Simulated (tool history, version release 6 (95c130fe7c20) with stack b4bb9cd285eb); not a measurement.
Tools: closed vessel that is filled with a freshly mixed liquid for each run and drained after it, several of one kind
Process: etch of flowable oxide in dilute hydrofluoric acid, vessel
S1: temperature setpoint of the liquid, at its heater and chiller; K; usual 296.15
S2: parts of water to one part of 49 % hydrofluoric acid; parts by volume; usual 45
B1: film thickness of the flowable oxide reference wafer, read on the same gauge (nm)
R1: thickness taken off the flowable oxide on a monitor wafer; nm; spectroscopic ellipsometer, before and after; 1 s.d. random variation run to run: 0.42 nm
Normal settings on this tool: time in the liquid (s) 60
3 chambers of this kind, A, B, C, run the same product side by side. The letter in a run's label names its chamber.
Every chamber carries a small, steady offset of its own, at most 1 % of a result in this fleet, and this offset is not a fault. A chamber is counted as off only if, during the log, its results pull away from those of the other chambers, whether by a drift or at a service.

{"run": "1A", "day": 0.417, "S1": 296.15, "S2": 45, "time in the liquid (s)": 60, "B1": 149.97, "R1": 44.464}
{"run": "2B", "day": 0.717, "S1": 296.15, "S2": 45, "time in the liquid (s)": 60, "B1": 150.01, "R1": 44.098}
{"run": "3C", "day": 1.004, "S1": 296.15, "S2": 45, "time in the liquid (s)": 60, "B1": 150.03, "R1": 43.998}
{"run": "4B", "day": 1.254, "S1": 296.15, "S2": 45, "time in the liquid (s)": 60, "B1": 150.02, "R1": 44.185}
{"run": "5C", "day": 1.7, "S1": 300.65, "S2": 55, "time in the liquid (s)": 60, "B1": 149.99, "R1": 42.382}
{"run": "6A", "day": 1.942, "S1": 300.65, "S2": 55, "time in the liquid (s)": 60, "B1": 150.03, "R1": 43.461}
{"run": "7C", "day": 2.271, "S1": 300.65, "S2": 55, "time in the liquid (s)": 60, "B1": 150.01, "R1": 42.619}
{"run": "8B", "day": 2.717, "S1": 296.15, "S2": 45, "time in the liquid (s)": 60, "B1": 150.02, "R1": 43.609}
{"run": "9A", "day": 3.042, "S1": 296.15, "S2": 45, "time in the liquid (s)": 60, "B1": 150.0, "R1": 44.169}
{"run": "10A", "day": 3.5, "S1": 296.15, "S2": 45, "time in the liquid (s)": 60, "B1": 150.0, "R1": 44.455}
{"run": "11C", "day": 4.012, "S1": 296.15, "S2": 45, "time in the liquid (s)": 60, "B1": 149.98, "R1": 43.648}
{"run": "12B", "day": 4.512, "S1": 296.15, "S2": 45, "time in the liquid (s)": 60, "B1": 149.99, "R1": 42.932}
{"run": "13C", "day": 4.85, "S1": 298.65, "S2": 45, "time in the liquid (s)": 60, "B1": 150.0, "R1": 48.713}
{"run": "14B", "day": 5.246, "S1": 298.65, "S2": 45, "time in the liquid (s)": 60, "B1": 150.01, "R1": 48.362}
{"run": "15A", "day": 5.55, "S1": 298.65, "S2": 45, "time in the liquid (s)": 60, "B1": 150.02, "R1": 49.707}
{"run": "16B", "day": 5.779, "S1": 296.15, "S2": 45, "time in the liquid (s)": 60, "B1": 149.99, "R1": 44.082}
{"run": "17C", "day": 6.271, "S1": 296.15, "S2": 45, "time in the liquid (s)": 60, "B1": 149.99, "R1": 44.465}
{"run": "18A", "day": 6.721, "S1": 296.15, "S2": 45, "time in the liquid (s)": 60, "B1": 150.04, "R1": 44.867}
{"day": 6.738, "done": "chamber C: hydrofluoric acid flow meter replaced"}
{"day": 6.962, "done": "chamber B: thermometer replaced"}
{"run": "19C", "day": 7.229, "S1": 296.15, "S2": 45, "time in the liquid (s)": 60, "B1": 150.0, "R1": 44.144}
{"run": "20B", "day": 7.575, "S1": 296.15, "S2": 45, "time in the liquid (s)": 60, "B1": 149.98, "R1": 43.527}
{"run": "21A", "day": 8.029, "S1": 296.15, "S2": 45, "time in the liquid (s)": 60, "B1": 150.03, "R1": 45.256}
{"run": "22A", "day": 8.479, "S1": 296.15, "S2": 45, "time in the liquid (s)": 60, "B1": 150.0, "R1": 45.557}
{"run": "23C", "day": 9.0, "S1": 296.15, "S2": 45, "time in the liquid (s)": 60, "B1": 150.0, "R1": 44.461}
{"run": "24B", "day": 9.525, "S1": 296.15, "S2": 45, "time in the liquid (s)": 60, "B1": 149.96, "R1": 43.34}
{"run": "25A", "day": 9.929, "S1": 296.15, "S2": 45, "time in the liquid (s)": 60, "B1": 150.03, "R1": 45.355}
{"run": "26C", "day": 10.412, "S1": 296.15, "S2": 45, "time in the liquid (s)": 60, "B1": 149.98, "R1": 44.213}
{"run": "27B", "day": 10.742, "S1": 296.15, "S2": 45, "time in the liquid (s)": 60, "B1": 149.97, "R1": 43.414}
{"run": "28B", "day": 11.108, "S1": 296.15, "S2": 45, "time in the liquid (s)": 60, "B1": 150.01, "R1": 43.29}
{"run": "29A", "day": 11.508, "S1": 300.15, "S2": 25, "time in the liquid (s)": 60, "B1": 150.02, "R1": 101.02}
{"run": "30C", "day": 11.842, "S1": 300.15, "S2": 25, "time in the liquid (s)": 60, "B1": 149.99, "R1": 94.611}
{"run": "31A", "day": 12.354, "S1": 300.15, "S2": 25, "time in the liquid (s)": 60, "B1": 150.03, "R1": 100.9}
{"run": "32C", "day": 12.583, "S1": 296.15, "S2": 60, "time in the liquid (s)": 75, "B1": 149.99, "R1": 40.447}

All 3 chambers run these settings next. Forecast each chamber's results:
{"run": "33A", "day": 12.958, "S1": 293.65, "S2": 45, "time in the liquid (s)": 60, "R1": "?"}
{"run": "33B", "day": 12.958, "S1": 293.65, "S2": 45, "time in the liquid (s)": 60, "R1": "?"}
{"run": "33C", "day": 12.958, "S1": 293.65, "S2": 45, "time in the liquid (s)": 60, "R1": "?"}

run=33A R1=42.420
run=33B R1=39.301
run=33C R1=39.844

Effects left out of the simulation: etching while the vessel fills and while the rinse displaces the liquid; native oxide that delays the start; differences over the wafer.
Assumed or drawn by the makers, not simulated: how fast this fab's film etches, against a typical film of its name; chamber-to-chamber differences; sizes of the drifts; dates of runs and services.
